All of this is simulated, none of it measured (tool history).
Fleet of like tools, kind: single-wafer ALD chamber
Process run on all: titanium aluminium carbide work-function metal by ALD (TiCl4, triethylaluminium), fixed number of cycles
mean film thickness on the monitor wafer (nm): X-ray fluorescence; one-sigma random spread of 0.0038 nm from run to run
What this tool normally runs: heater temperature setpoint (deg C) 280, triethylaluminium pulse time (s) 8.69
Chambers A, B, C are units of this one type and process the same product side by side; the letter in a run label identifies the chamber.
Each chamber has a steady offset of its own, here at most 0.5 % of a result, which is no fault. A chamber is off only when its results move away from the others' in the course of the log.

run   hour  heater temperature setpoint (deg C)  triethylaluminium pulse time (s)  hours since the last thermocouple change  hours since the last triethylaluminium bottle change  read-back reference wafer on the same gauge, thickness_nm  mean film thickness on the monitor wafer (nm)
 1C   10.8                                  280                              8.69                                     576.8                                                 298.2                                                     1.4906                                         1.7918
 2B   18.9                                  280                              8.69                                    1533.3                                                 427.7                                                     1.4898                                         1.7987
 3A     28                                  280                              8.69                                    2105.3                                                 631.9                                                     1.4904                                         1.7998
 4B     36                                  280                              8.69                                    1550.4                                                 444.8                                                     1.4898                                         1.7987
 5A   46.3                                  280                              8.69                                    2123.6                                                 650.2                                                     1.4905                                         1.8001
 6C   56.6                                  280                              8.69                                     622.6                                                   344                                                     1.4898                                         1.7909
 7A   67.1                                  280                              8.69                                    2144.4                                                   671                                                     1.4899                                         1.8038
 8C   73.6                                  280                              8.69                                     639.6                                                   361                                                     1.4902                                         1.7926
 9B   84.6                                  280                              6.97                                      1599                                                 493.4                                                       1.49                                         1.7205
10A     90                                  280                              6.97                                    2167.3                                                 693.9                                                     1.4901                                         1.7178
11B     95                                  280                              6.97                                    1609.4                                                 503.8                                                     1.4899                                         1.7161
12C  104.9                                  293                             10.43                                     670.9                                                 392.3                                                     1.4904                                          1.952
13B  114.5                                  293                             10.43                                    1628.9                                                 523.3                                                     1.4897                                         1.9521
14A  119.5                                  293                             10.43                                    2196.8                                                 723.4                                                     1.4898                                         1.9387
15C  128.7                                  280                              8.69                                     694.7                                                 416.1                                                     1.4913                                         1.7978
16B  138.6                                  280                              8.69                                      1653                                                 547.4                                                     1.4894                                         1.7942
17A  144.7                                  280                              8.69                                      2222                                                 748.6                                                     1.4906                                         1.7755
18C  153.7                                  280                              8.69                                     719.7                                                 441.1                                                     1.4892                                         1.7871
19A  161.7                                  280                              8.69                                      2239                                                 765.6                                                     1.4896                                         1.7716
20B  167.7                                  280                              8.69                                    1682.1                                                 576.5                                                     1.4892                                         1.7969
21C  173.4                                  280                              8.69                                     739.4                                                 460.8                                                       1.49                                         1.7928
22C    180                                  280                              8.69                                       746                                                 467.4                                                     1.4905                                         1.7913
23A  190.6                                  280                              8.69                                    2267.9                                                 794.5                                                     1.4902                                         1.7593
24B  200.3                                  280                              8.69                                    1714.7                                                 609.1                                                     1.4895                                          1.792

What goes on in this fleet: one chamber off, a drifting gauge, or nothing beyond the chambers' own small offsets? Name the chamber and the cause, if any.

It is chamber A that slowly wanders off from its peers.
What lies behind it: triethylaluminium dose below that of a fresh bottle (%) = 14.3.
It could be hard to tell apart here from: wafer temperature below the value expected at the setpoint (K).

Chamber A could run next with any of the 4 candidate recipes listed below; each alters the usual settings, and their results appear as question marks. Which one brings its results back in line with what the other chambers deliver on the usual settings?
Maximum distance from the other chambers' mean on the usual settings for a result to count as in line: mean film thickness on the monitor wafer (nm) 0.014
25A-1  208.1                                  281                              8.94                                                                                                                                                                                                         ?
25A-2  208.1                                  282                              9.32                                                                                                                                                                                                         ?
25A-3  208.1                                  280                              7.83                                                                                                                                                                                                         ?
25A-4  208.1                                  279                              8.44                                                                                                                                                                                                         ?

Other chambers, usual settings, mean: mean film thickness on the monitor wafer (nm) 1.7949
  run  mean film thickness on the monitor wafer (nm)
25A-1                                         1.7685
25A-2                                         1.7912
25A-3                                         1.7073
25A-4                                         1.7305
Change 25A-2 lands the chamber within the allowed miss of the other chambers.

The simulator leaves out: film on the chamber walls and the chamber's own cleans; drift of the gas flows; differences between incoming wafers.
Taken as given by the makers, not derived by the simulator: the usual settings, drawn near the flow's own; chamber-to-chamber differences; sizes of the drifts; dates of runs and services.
